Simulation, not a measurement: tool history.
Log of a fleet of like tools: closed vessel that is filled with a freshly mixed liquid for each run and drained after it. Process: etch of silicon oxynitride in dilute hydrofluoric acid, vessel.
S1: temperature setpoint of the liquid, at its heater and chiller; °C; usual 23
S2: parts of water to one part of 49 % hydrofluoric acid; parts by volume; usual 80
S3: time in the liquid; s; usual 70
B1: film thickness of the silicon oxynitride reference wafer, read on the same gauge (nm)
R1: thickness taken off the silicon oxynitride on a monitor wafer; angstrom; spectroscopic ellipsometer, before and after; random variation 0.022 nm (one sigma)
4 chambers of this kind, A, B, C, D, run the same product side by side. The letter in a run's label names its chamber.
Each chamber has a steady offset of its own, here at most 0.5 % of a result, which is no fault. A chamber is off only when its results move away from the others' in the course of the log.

{"run": "1C", "hour": 4.5, "S1": 23, "S2": 80, "S3": 70, "B1": 129.96, "R1": 40.973}
{"run": "2A", "hour": 10.8, "S1": 23, "S2": 80, "S3": 70, "B1": 130.01, "R1": 40.761}
{"run": "3D", "hour": 16.2, "S1": 23, "S2": 80, "S3": 70, "B1": 130, "R1": 40.799}
{"run": "4B", "hour": 19.9, "S1": 23, "S2": 80, "S3": 70, "B1": 129.97, "R1": 40.718}
{"run": "5B", "hour": 25.4, "S1": 23, "S2": 80, "S3": 70, "B1": 130.03, "R1": 40.826}
{"run": "6A", "hour": 31.6, "S1": 23, "S2": 80, "S3": 70, "B1": 130.01, "R1": 40.979}
{"run": "7C", "hour": 37.5, "S1": 23, "S2": 80, "S3": 70, "B1": 129.99, "R1": 40.766}
{"run": "8D", "hour": 43.0, "S1": 23, "S2": 80, "S3": 70, "B1": 130.01, "R1": 40.752}
{"run": "9A", "hour": 47.4, "S1": 23, "S2": 80, "S3": 70, "B1": 129.99, "R1": 41.346}
{"run": "10D", "hour": 53.4, "S1": 23, "S2": 80, "S3": 70, "B1": 129.97, "R1": 40.424}
{"run": "11C", "hour": 57.4, "S1": 23, "S2": 80, "S3": 70, "B1": 129.98, "R1": 41.066}
{"run": "12B", "hour": 60.5, "S1": 23, "S2": 80, "S3": 70, "B1": 130, "R1": 40.74}
{"run": "13B", "hour": 65.0, "S1": 23, "S2": 80, "S3": 70, "B1": 129.99, "R1": 40.865}
{"run": "14D", "hour": 70.8, "S1": 23, "S2": 80, "S3": 70, "B1": 130, "R1": 41.003}
{"run": "15C", "hour": 74.2, "S1": 23, "S2": 80, "S3": 70, "B1": 129.98, "R1": 41.72}
{"run": "16A", "hour": 78.6, "S1": 23, "S2": 80, "S3": 70, "B1": 129.98, "R1": 40.912}
{"run": "17D", "hour": 82.2, "S1": 27, "S2": 80, "S3": 95, "B1": 129.99, "R1": 66.973}
{"run": "18B", "hour": 85.2, "S1": 27, "S2": 80, "S3": 95, "B1": 130.01, "R1": 67.627}
{"run": "19C", "hour": 91.6, "S1": 27, "S2": 80, "S3": 95, "B1": 130.01, "R1": 67.774}
{"run": "20A", "hour": 96.3, "S1": 27, "S2": 80, "S3": 95, "B1": 129.99, "R1": 66.72}
{"run": "21D", "hour": 100.2, "S1": 23, "S2": 80, "S3": 70, "B1": 130, "R1": 40.968}
{"hour": 101.4, "done": "chamber A: hydrofluoric acid flow meter replaced"}
{"run": "22C", "hour": 106.3, "S1": 23, "S2": 80, "S3": 70, "B1": 130.02, "R1": 41.901}
{"run": "23A", "hour": 111.9, "S1": 23, "S2": 80, "S3": 70, "B1": 129.99, "R1": 40.287}
{"run": "24B", "hour": 115.9, "S1": 23, "S2": 80, "S3": 70, "B1": 130.03, "R1": 40.932}
{"run": "25C", "hour": 122.2, "S1": 26.5, "S2": 100, "S3": 70, "B1": 129.98, "R1": 39.33}
{"run": "26A", "hour": 127.8, "S1": 26.5, "S2": 100, "S3": 70, "B1": 130, "R1": 37.767}
{"hour": 129.6, "done": "chamber D: thermometer replaced"}
{"run": "27B", "hour": 134.1, "S1": 26.5, "S2": 100, "S3": 70, "B1": 130, "R1": 38.076}
{"run": "28D", "hour": 138.8, "S1": 26.5, "S2": 100, "S3": 70, "B1": 130.01, "R1": 37.581}

Next, every chamber runs the same settings. What will each give?
{"run": "29A", "hour": 143.5, "S1": 23, "S2": 110, "S3": 70, "R1": "?"}
{"run": "29B", "hour": 143.5, "S1": 23, "S2": 110, "S3": 70, "R1": "?"}
{"run": "29C", "hour": 143.5, "S1": 23, "S2": 110, "S3": 70, "R1": "?"}
{"run": "29D", "hour": 143.5, "S1": 23, "S2": 110, "S3": 70, "R1": "?"}

run=29A R1=28.736
run=29B R1=28.85
run=29C R1=30.685
run=29D R1=28.541
